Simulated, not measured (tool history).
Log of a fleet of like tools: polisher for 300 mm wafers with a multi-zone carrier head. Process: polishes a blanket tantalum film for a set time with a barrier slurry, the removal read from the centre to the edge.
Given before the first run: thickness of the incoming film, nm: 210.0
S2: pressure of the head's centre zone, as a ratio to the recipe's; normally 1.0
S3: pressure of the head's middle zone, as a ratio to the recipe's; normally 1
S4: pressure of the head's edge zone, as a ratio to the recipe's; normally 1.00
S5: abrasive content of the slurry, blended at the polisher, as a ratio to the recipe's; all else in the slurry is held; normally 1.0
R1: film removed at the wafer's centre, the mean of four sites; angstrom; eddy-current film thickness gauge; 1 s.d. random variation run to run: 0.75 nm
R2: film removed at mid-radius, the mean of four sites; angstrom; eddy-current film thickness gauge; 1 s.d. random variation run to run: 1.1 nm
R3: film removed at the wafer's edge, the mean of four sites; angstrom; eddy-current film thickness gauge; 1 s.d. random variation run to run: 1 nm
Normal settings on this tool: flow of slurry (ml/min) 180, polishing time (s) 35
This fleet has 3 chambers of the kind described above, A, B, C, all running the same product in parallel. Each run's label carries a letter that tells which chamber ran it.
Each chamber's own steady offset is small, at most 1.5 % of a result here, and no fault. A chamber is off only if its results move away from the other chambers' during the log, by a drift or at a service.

run 1C hour=6.6 | flow_of_slurry_(ml/min)=180 S2=1.0 S3=1 S4=1.00 S5=1.0 polishing_time_(s)=35 | R1=798.09 R2=815.09 R3=815.58
-- hour=14.1 chamber B: worn pad replaced by a new one
run 2A hour=19.0 | flow_of_slurry_(ml/min)=180 S2=1.0 S3=1 S4=1.00 S5=1.0 polishing_time_(s)=35 | R1=794.68 R2=804.77 R3=794.09
run 3B hour=30.7 | flow_of_slurry_(ml/min)=180 S2=1.0 S3=1 S4=1.00 S5=1.0 polishing_time_(s)=35 | R1=786.41 R2=787.14 R3=805.89
-- hour=32.9 chamber A: worn pad replaced by a new one
run 4C hour=43.1 | flow_of_slurry_(ml/min)=180 S2=1.0 S3=1 S4=1.00 S5=1.0 polishing_time_(s)=35 | R1=807.38 R2=813.54 R3=834.71
-- hour=47.2 chamber C: worn pad replaced by a new one
run 5A hour=50.6 | flow_of_slurry_(ml/min)=180 S2=1.0 S3=1 S4=1.00 S5=1.0 polishing_time_(s)=35 | R1=814.32 R2=799.06 R3=806.78
run 6B hour=63.3 | flow_of_slurry_(ml/min)=180 S2=1.0 S3=1 S4=1.00 S5=1.0 polishing_time_(s)=35 | R1=812.94 R2=780.33 R3=822.88
-- hour=72.8 chamber B: worn pad replaced by a new one
run 7B hour=77.7 | flow_of_slurry_(ml/min)=180 S2=1.0 S3=1 S4=1.00 S5=1.0 polishing_time_(s)=35 | R1=814.08 R2=785.46 R3=799.08
run 8A hour=84.3 | flow_of_slurry_(ml/min)=180 S2=1.0 S3=1 S4=1.00 S5=1.0 polishing_time_(s)=35 | R1=806.99 R2=805.47 R3=794.74
run 9C hour=91.5 | flow_of_slurry_(ml/min)=180 S2=1.0 S3=1 S4=1.00 S5=1.0 polishing_time_(s)=35 | R1=795.82 R2=814.44 R3=817.06
-- hour=91.8 chamber A: worn pad replaced by a new one
run 10A hour=98.6 | flow_of_slurry_(ml/min)=180 S2=1.0 S3=1 S4=1.07 S5=1.0 polishing_time_(s)=35 | R1=810.85 R2=815.44 R3=838.82
-- hour=108.0 chamber C: worn pad replaced by a new one
run 11C hour=110.2 | flow_of_slurry_(ml/min)=180 S2=1.0 S3=1 S4=1.07 S5=1.0 polishing_time_(s)=35 | R1=804.59 R2=830.56 R3=834.79
run 12B hour=121.2 | flow_of_slurry_(ml/min)=180 S2=1.0 S3=1 S4=1.07 S5=1.0 polishing_time_(s)=35 | R1=800.56 R2=801.15 R3=841.77
run 13A hour=133.4 | flow_of_slurry_(ml/min)=180 S2=1.0 S3=1 S4=1.00 S5=1.0 polishing_time_(s)=35 | R1=808.82 R2=808.63 R3=791.27
-- hour=134.4 chamber B: worn pad replaced by a new one
run 14C hour=146.7 | flow_of_slurry_(ml/min)=180 S2=1.0 S3=1 S4=1.00 S5=1.0 polishing_time_(s)=35 | R1=815.06 R2=816.56 R3=804.81
-- hour=152.3 chamber A: worn pad replaced by a new one
run 15B hour=155.0 | flow_of_slurry_(ml/min)=180 S2=1.0 S3=1 S4=1.00 S5=1.0 polishing_time_(s)=35 | R1=799.75 R2=783.62 R3=801.48
run 16A hour=162.9 | flow_of_slurry_(ml/min)=180 S2=1.0 S3=1 S4=1.00 S5=1.0 polishing_time_(s)=35 | R1=799.54 R2=795.49 R3=801.80
-- hour=174.8 chamber C: worn pad replaced by a new one
run 17B hour=174.8 | flow_of_slurry_(ml/min)=180 S2=1.0 S3=1 S4=1.00 S5=1.0 polishing_time_(s)=35 | R1=805.35 R2=806.37 R3=797.12
-- hour=175.3 chamber A: slurry nozzle cleaned
run 18C hour=187.9 | flow_of_slurry_(ml/min)=180 S2=1.0 S3=1 S4=1.00 S5=1.0 polishing_time_(s)=35 | R1=786.22 R2=816.81 R3=808.84
-- hour=188.0 chamber C: edge zone pressure recalibrated
-- hour=193.0 chamber B: worn pad replaced by a new one
run 19B hour=202.1 | flow_of_slurry_(ml/min)=180 S2=1.0 S3=1 S4=1.00 S5=1.0 polishing_time_(s)=35 | R1=823.85 R2=791.25 R3=812.73
-- hour=206.2 chamber A: worn pad replaced by a new one
run 20C hour=209.5 | flow_of_slurry_(ml/min)=180 S2=1.0 S3=1 S4=1.00 S5=1.0 polishing_time_(s)=35 | R1=798.11 R2=824.44 R3=806.87
run 21A hour=217.1 | flow_of_slurry_(ml/min)=180 S2=1.0 S3=1 S4=1.00 S5=1.0 polishing_time_(s)=35 | R1=804.11 R2=791.63 R3=802.23
run 22B hour=226.4 | flow_of_slurry_(ml/min)=180 S2=1.0 S3=1 S4=1.00 S5=1.0 polishing_time_(s)=35 | R1=808.02 R2=803.52 R3=795.25
-- hour=232.9 chamber A: centre zone pressure recalibrated
run 23C hour=234.7 | flow_of_slurry_(ml/min)=180 S2=1.0 S3=1 S4=1.00 S5=1.0 polishing_time_(s)=35 | R1=798.62 R2=832.11 R3=816.35
-- hour=242.2 chamber C: worn pad replaced by a new one
run 24A hour=243.7 | flow_of_slurry_(ml/min)=180 S2=1.0 S3=1 S4=1.00 S5=1.0 polishing_time_(s)=35 | R1=814.59 R2=802.69 R3=807.31
run 25C hour=256.4 | flow_of_slurry_(ml/min)=180 S2=1.0 S3=1 S4=1.00 S5=1.0 polishing_time_(s)=35 | R1=799.28 R2=815.83 R3=813.30
-- hour=258.8 chamber B: worn pad replaced by a new one
run 26B hour=264.0 | flow_of_slurry_(ml/min)=180 S2=0.9 S3=1 S4=1.00 S5=0.7 polishing_time_(s)=35 | R1=635.72 R2=702.29 R3=712.51
run 27A hour=271.2 | flow_of_slurry_(ml/min)=180 S2=0.9 S3=1 S4=1.00 S5=0.7 polishing_time_(s)=35 | R1=632.80 R2=705.44 R3=714.71
-- hour=277.1 chamber B: slurry nozzle cleaned
-- hour=278.4 chamber A: worn pad replaced by a new one
run 28C hour=284.8 | flow_of_slurry_(ml/min)=180 S2=0.9 S3=1 S4=1.00 S5=0.7 polishing_time_(s)=35 | R1=645.23 R2=720.29 R3=725.64
run 29A hour=296.2 | flow_of_slurry_(ml/min)=180 S2=1.0 S3=1 S4=1.00 S5=1.0 polishing_time_(s)=35 | R1=816.05 R2=780.97 R3=788.21
run 30B hour=310.2 | flow_of_slurry_(ml/min)=180 S2=1.0 S3=1 S4=1.00 S5=1.0 polishing_time_(s)=35 | R1=793.34 R2=777.83 R3=809.59
-- hour=314.3 chamber C: worn pad replaced by a new one
run 31C hour=316.4 | flow_of_slurry_(ml/min)=180 S2=1.0 S3=1 S4=1.00 S5=1.0 polishing_time_(s)=35 | R1=794.26 R2=805.91 R3=812.96

Each of the 3 chambers runs these same settings next. Fill in every chamber's results:
run 32A hour=326.9 | flow_of_slurry_(ml/min)=180 S2=1.0 S3=1 S4=1.00 S5=1.0 polishing_time_(s)=35 | R1=? R2=? R3=?
run 32B hour=326.9 | flow_of_slurry_(ml/min)=180 S2=1.0 S3=1 S4=1.00 S5=1.0 polishing_time_(s)=35 | R1=? R2=? R3=?
run 32C hour=326.9 | flow_of_slurry_(ml/min)=180 S2=1.0 S3=1 S4=1.00 S5=1.0 polishing_time_(s)=35 | R1=? R2=? R3=?

run=32A R1=809.86 R2=788.82 R3=799.87
run=32B R1=809.56 R2=802.48 R3=801.46
run=32C R1=804.26 R2=824.64 R3=834.04

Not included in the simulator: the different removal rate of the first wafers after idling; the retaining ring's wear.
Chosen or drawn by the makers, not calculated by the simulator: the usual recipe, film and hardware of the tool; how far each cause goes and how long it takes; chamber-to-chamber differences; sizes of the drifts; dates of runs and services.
